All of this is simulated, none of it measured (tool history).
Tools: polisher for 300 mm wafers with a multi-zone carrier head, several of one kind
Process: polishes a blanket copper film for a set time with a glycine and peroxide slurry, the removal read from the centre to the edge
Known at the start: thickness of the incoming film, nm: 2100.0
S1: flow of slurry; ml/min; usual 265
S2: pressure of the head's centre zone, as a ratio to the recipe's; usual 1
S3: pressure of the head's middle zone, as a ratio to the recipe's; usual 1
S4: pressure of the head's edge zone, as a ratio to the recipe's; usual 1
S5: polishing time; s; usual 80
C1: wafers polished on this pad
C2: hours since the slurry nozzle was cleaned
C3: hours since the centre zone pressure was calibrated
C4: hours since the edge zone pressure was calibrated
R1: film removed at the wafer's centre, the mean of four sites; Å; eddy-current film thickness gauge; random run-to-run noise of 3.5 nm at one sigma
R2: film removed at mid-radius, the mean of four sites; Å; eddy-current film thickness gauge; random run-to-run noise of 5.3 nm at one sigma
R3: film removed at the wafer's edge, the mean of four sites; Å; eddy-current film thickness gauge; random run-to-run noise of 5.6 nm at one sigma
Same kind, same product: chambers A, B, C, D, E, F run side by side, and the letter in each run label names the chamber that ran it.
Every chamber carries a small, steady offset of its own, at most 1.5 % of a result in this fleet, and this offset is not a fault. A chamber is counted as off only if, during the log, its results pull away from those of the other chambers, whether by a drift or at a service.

{"run": "1B", "day": 0.246, "S1": 265, "S2": 1, "S3": 1, "S4": 1, "S5": 80, "C1": 1013, "C2": 205.9, "C3": 1179.9, "C4": 1015.8, "R1": 3805.9, "R2": 3843.4, "R3": 3756.8}
{"run": "2A", "day": 0.571, "S1": 265, "S2": 1, "S3": 1, "S4": 1, "S5": 80, "C1": 426, "C2": 195.6, "C3": 116.7, "C4": 130, "R1": 3921.9, "R2": 3873.6, "R3": 3789.7}
{"day": 0.788, "done": "chamber B: worn pad replaced by a new one"}
{"run": "3C", "day": 0.975, "S1": 265, "S2": 1, "S3": 1, "S4": 1, "S5": 80, "C1": 399, "C2": 329.9, "C3": 1029.6, "C4": 442.8, "R1": 3882.6, "R2": 3869.6, "R3": 3770.6}
{"run": "4E", "day": 1.412, "S1": 265, "S2": 1, "S3": 1, "S4": 1, "S5": 80, "C1": 1334, "C2": 540.7, "C3": 178.6, "C4": 136, "R1": 3808.1, "R2": 3922.5, "R3": 3879.9}
{"run": "5D", "day": 1.775, "S1": 265, "S2": 1, "S3": 1, "S4": 1, "S5": 80, "C1": 452, "C2": 370.9, "C3": 254, "C4": 763.1, "R1": 3802.6, "R2": 3778.5, "R3": 3826}
{"run": "6F", "day": 2.004, "S1": 265, "S2": 1, "S3": 1, "S4": 1, "S5": 80, "C1": 892, "C2": 515.2, "C3": 150.6, "C4": 254.1, "R1": 3817.6, "R2": 3851.3, "R3": 3723.8}
{"run": "7E", "day": 2.233, "S1": 265, "S2": 1, "S3": 1, "S4": 1, "S5": 80, "C1": 1473, "C2": 560.4, "C3": 198.3, "C4": 155.7, "R1": 3882.1, "R2": 3828.2, "R3": 3865.8}
{"day": 2.342, "done": "chamber E: worn pad replaced by a new one"}
{"run": "8C", "day": 2.529, "S1": 265, "S2": 1, "S3": 1, "S4": 1, "S5": 80, "C1": 662, "C2": 367.2, "C3": 1066.9, "C4": 480.1, "R1": 3850.3, "R2": 3889.3, "R3": 3864.3}
{"run": "9A", "day": 2.921, "S1": 265, "S2": 1, "S3": 1, "S4": 1, "S5": 80, "C1": 824, "C2": 252, "C3": 173.1, "C4": 186.4, "R1": 3838.6, "R2": 3923.9, "R3": 3906.5}
{"day": 3.054, "done": "chamber D: centre zone pressure recalibrated"}
{"day": 3.262, "done": "chamber F: worn pad replaced by a new one"}
{"run": "10D", "day": 3.262, "S1": 265, "S2": 1, "S3": 0.9, "S4": 1, "S5": 80, "C1": 704, "C2": 406.6, "C3": 5.1, "C4": 798.8, "R1": 3875.2, "R2": 3446.3, "R3": 3822.3}
{"day": 3.308, "done": "chamber A: worn pad replaced by a new one"}
{"run": "11B", "day": 3.604, "S1": 265, "S2": 1, "S3": 0.9, "S4": 1, "S5": 80, "C1": 477, "C2": 286.5, "C3": 1260.5, "C4": 1096.4, "R1": 3873, "R2": 3449.1, "R3": 3854.8}
{"run": "12F", "day": 3.804, "S1": 265, "S2": 1, "S3": 0.9, "S4": 1, "S5": 80, "C1": 91, "C2": 558.4, "C3": 193.8, "C4": 297.3, "R1": 3800, "R2": 3454, "R3": 3743.5}
{"run": "13D", "day": 4.038, "S1": 265, "S2": 1, "S3": 0.9, "S4": 1, "S5": 80, "C1": 835, "C2": 425.2, "C3": 23.7, "C4": 817.4, "R1": 3832.5, "R2": 3499.7, "R3": 3743.5}
{"day": 4.238, "done": "chamber B: edge zone pressure recalibrated"}
{"run": "14A", "day": 4.421, "S1": 265, "S2": 1, "S3": 0.9, "S4": 1, "S5": 80, "C1": 189, "C2": 288, "C3": 209.1, "C4": 222.4, "R1": 3912.7, "R2": 3472.8, "R3": 3856.4}
{"run": "15E", "day": 4.862, "S1": 265, "S2": 1, "S3": 0.9, "S4": 1, "S5": 80, "C1": 427, "C2": 623.5, "C3": 261.4, "C4": 218.8, "R1": 3808.5, "R2": 3529.6, "R3": 3830.2}
{"run": "16B", "day": 5.196, "S1": 265, "S2": 1, "S3": 1, "S4": 1, "S5": 80, "C1": 747, "C2": 324.7, "C3": 1298.7, "C4": 23.1, "R1": 3805.4, "R2": 3801.5, "R3": 3867}
{"day": 5.3, "done": "chamber D: worn pad replaced by a new one"}
{"run": "17C", "day": 5.571, "S1": 265, "S2": 1, "S3": 1, "S4": 1, "S5": 80, "C1": 1178, "C2": 440.2, "C3": 1139.9, "C4": 553.1, "R1": 3897.1, "R2": 3755, "R3": 3797.4}
{"run": "18F", "day": 5.908, "S1": 265, "S2": 1, "S3": 1, "S4": 1, "S5": 80, "C1": 448, "C2": 608.9, "C3": 244.3, "C4": 347.8, "R1": 3769.6, "R2": 3797.9, "R3": 3810.4}
{"run": "19C", "day": 6.267, "S1": 265, "S2": 1, "S3": 1, "S4": 1, "S5": 80, "C1": 1296, "C2": 456.9, "C3": 1156.6, "C4": 569.8, "R1": 3810.7, "R2": 3785.4, "R3": 3761.7}
{"run": "20E", "day": 6.658, "S1": 265, "S2": 1, "S3": 1, "S4": 1, "S5": 80, "C1": 731, "C2": 666.6, "C3": 304.5, "C4": 261.9, "R1": 3809.1, "R2": 3870.6, "R3": 3845.1}
{"day": 6.875, "done": "chamber C: worn pad replaced by a new one"}
{"run": "21A", "day": 6.95, "S1": 265, "S2": 1, "S3": 0.91, "S4": 1, "S5": 80, "C1": 617, "C2": 348.7, "C3": 269.8, "C4": 283.1, "R1": 3851, "R2": 3515, "R3": 3849.5}
{"day": 7.167, "done": "chamber D: edge zone pressure recalibrated"}
{"run": "22D", "day": 7.196, "S1": 265, "S2": 1, "S3": 0.91, "S4": 1, "S5": 80, "C1": 321, "C2": 501, "C3": 99.5, "C4": 0.7, "R1": 3788.5, "R2": 3460.6, "R3": 3826.3}
{"day": 7.392, "done": "chamber F: slurry nozzle cleaned"}
{"run": "23F", "day": 7.629, "S1": 265, "S2": 1, "S3": 0.91, "S4": 1, "S5": 80, "C1": 739, "C2": 5.7, "C3": 285.6, "C4": 389.1, "R1": 3792.3, "R2": 3530.2, "R3": 3735.7}
{"run": "24B", "day": 7.867, "S1": 265, "S2": 1, "S3": 0.91, "S4": 1, "S5": 80, "C1": 1199, "C2": 388.8, "C3": 1362.8, "C4": 87.2, "R1": 3825.4, "R2": 3378.6, "R3": 3874.6}
{"day": 7.946, "done": "chamber A: worn pad replaced by a new one"}
{"day": 7.983, "done": "chamber B: worn pad replaced by a new one"}
{"run": "25A", "day": 8.229, "S1": 265, "S2": 1, "S3": 0.91, "S4": 1, "S5": 80, "C1": 48, "C2": 379.4, "C3": 300.5, "C4": 313.8, "R1": 3803.7, "R2": 3496.2, "R3": 3802.3}
{"run": "26B", "day": 8.633, "S1": 265, "S2": 1, "S3": 0.91, "S4": 1, "S5": 80, "C1": 110, "C2": 407.2, "C3": 1381.2, "C4": 105.6, "R1": 3760.2, "R2": 3456.7, "R3": 3781}
{"run": "27C", "day": 9.021, "S1": 265, "S2": 1, "S3": 1, "S4": 1, "S5": 80, "C1": 363, "C2": 523, "C3": 1222.7, "C4": 635.9, "R1": 3817.4, "R2": 3723.1, "R3": 3789.1}
{"run": "28D", "day": 9.296, "S1": 265, "S2": 1, "S3": 1.05, "S4": 1, "S5": 67, "C1": 677, "C2": 551.4, "C3": 149.9, "C4": 51.1, "R1": 3194.7, "R2": 3356.7, "R3": 3178.3}
{"run": "29E", "day": 9.533, "S1": 265, "S2": 1, "S3": 1.05, "S4": 1, "S5": 67, "C1": 1218, "C2": 735.6, "C3": 373.5, "C4": 330.9, "R1": 3185.6, "R2": 3386.7, "R3": 3201.5}
{"day": 9.7, "done": "chamber F: worn pad replaced by a new one"}
{"run": "30F", "day": 9.888, "S1": 265, "S2": 1, "S3": 1.05, "S4": 1, "S5": 67, "C1": 31, "C2": 59.9, "C3": 339.8, "C4": 443.3, "R1": 3196.1, "R2": 3436.1, "R3": 3190.3}
{"run": "31D", "day": 10.138, "S1": 265, "S2": 1, "S3": 1.05, "S4": 1, "S5": 67, "C1": 819, "C2": 571.6, "C3": 170.1, "C4": 71.3, "R1": 3191.3, "R2": 3270.8, "R3": 3131.2}
{"run": "32E", "day": 10.575, "S1": 265, "S2": 1, "S3": 1.05, "S4": 1, "S5": 67, "C1": 1395, "C2": 760.6, "C3": 398.5, "C4": 355.9, "R1": 3189.6, "R2": 3317.2, "R3": 3228.8}
{"run": "33F", "day": 10.962, "S1": 265, "S2": 1, "S3": 1.05, "S4": 1, "S5": 67, "C1": 213, "C2": 85.7, "C3": 365.6, "C4": 469.1, "R1": 3144.9, "R2": 3310.5, "R3": 3223.5}
{"day": 11.1, "done": "chamber E: worn pad replaced by a new one"}
{"day": 11.35, "done": "chamber C: edge zone pressure recalibrated"}
{"run": "34C", "day": 11.367, "S1": 265, "S2": 0.89, "S3": 1, "S4": 1, "S5": 80, "C1": 760, "C2": 579.3, "C3": 1279, "C4": 0.4, "R1": 3378.2, "R2": 3884, "R3": 3705.6}
{"day": 11.529, "done": "chamber D: worn pad replaced by a new one"}
{"run": "35B", "day": 11.7, "S1": 265, "S2": 0.89, "S3": 1, "S4": 1, "S5": 80, "C1": 629, "C2": 480.8, "C3": 1454.8, "C4": 179.2, "R1": 3276.6, "R2": 3720.2, "R3": 3810.7}
{"run": "36A", "day": 12.025, "S1": 265, "S2": 0.89, "S3": 1, "S4": 1, "S5": 80, "C1": 691, "C2": 470.5, "C3": 391.6, "C4": 404.9, "R1": 3343.9, "R2": 3838.1, "R3": 3883.4}
{"day": 12.117, "done": "chamber A: edge zone pressure recalibrated"}
{"day": 12.208, "done": "chamber C: centre zone pressure recalibrated"}
{"run": "37B", "day": 12.467, "S1": 265, "S2": 0.89, "S3": 1, "S4": 1, "S5": 80, "C1": 759, "C2": 499.2, "C3": 1473.2, "C4": 197.6, "R1": 3158, "R2": 3769.6, "R3": 3738.6}
{"run": "38D", "day": 12.875, "S1": 265, "S2": 0.89, "S3": 1, "S4": 1, "S5": 80, "C1": 228, "C2": 637.3, "C3": 235.8, "C4": 137, "R1": 3350.7, "R2": 3790.9, "R3": 3790.2}
{"run": "39E", "day": 13.212, "S1": 265, "S2": 0.89, "S3": 1, "S4": 1, "S5": 80, "C1": 358, "C2": 823.9, "C3": 461.8, "C4": 419.2, "R1": 3384.6, "R2": 3876.6, "R3": 3861.5}
{"run": "40F", "day": 13.417, "S1": 265, "S2": 1, "S3": 1, "S4": 1, "S5": 107, "C1": 629, "C2": 144.6, "C3": 424.5, "C4": 528, "R1": 5070.1, "R2": 5086.6, "R3": 5030.4}
{"day": 13.617, "done": "chamber A: worn pad replaced by a new one"}
{"run": "41C", "day": 13.625, "S1": 265, "S2": 1, "S3": 1, "S4": 1, "S5": 107, "C1": 1143, "C2": 633.5, "C3": 34, "C4": 54.6, "R1": 5097.6, "R2": 5098.3, "R3": 5070.1}
{"run": "42A", "day": 14.021, "S1": 265, "S2": 1, "S3": 1, "S4": 1, "S5": 107, "C1": 68, "C2": 518.4, "C3": 439.5, "C4": 45.8, "R1": 5212.8, "R2": 5180.6, "R3": 5164.4}
{"run": "43D", "day": 14.229, "S1": 265, "S2": 1, "S3": 1, "S4": 1, "S5": 107, "C1": 457, "C2": 669.8, "C3": 268.3, "C4": 169.5, "R1": 5157, "R2": 5145.4, "R3": 5240.9}

Next, every chamber runs the same settings. What will each give?
{"run": "44A", "day": 14.546, "S1": 265, "S2": 1, "S3": 1, "S4": 1, "S5": 80, "R1": "?", "R2": "?", "R3": "?"}
{"run": "44B", "day": 14.546, "S1": 265, "S2": 1, "S3": 1, "S4": 1, "S5": 80, "R1": "?", "R2": "?", "R3": "?"}
{"run": "44C", "day": 14.546, "S1": 265, "S2": 1, "S3": 1, "S4": 1, "S5": 80, "R1": "?", "R2": "?", "R3": "?"}
{"run": "44D", "day": 14.546, "S1": 265, "S2": 1, "S3": 1, "S4": 1, "S5": 80, "R1": "?", "R2": "?", "R3": "?"}
{"run": "44E", "day": 14.546, "S1": 265, "S2": 1, "S3": 1, "S4": 1, "S5": 80, "R1": "?", "R2": "?", "R3": "?"}
{"run": "44F", "day": 14.546, "S1": 265, "S2": 1, "S3": 1, "S4": 1, "S5": 80, "R1": "?", "R2": "?", "R3": "?"}

run=44A R1=3822.7 R2=3916.3 R3=3788.3
run=44B R1=3593 R2=3647.5 R3=3668.2
run=44C R1=3849.2 R2=3840.1 R3=3735
run=44D R1=3802.8 R2=3742.5 R3=3733
run=44E R1=3768 R2=3767.8 R3=3938
run=44F R1=3822.2 R2=3848.2 R3=3750.4
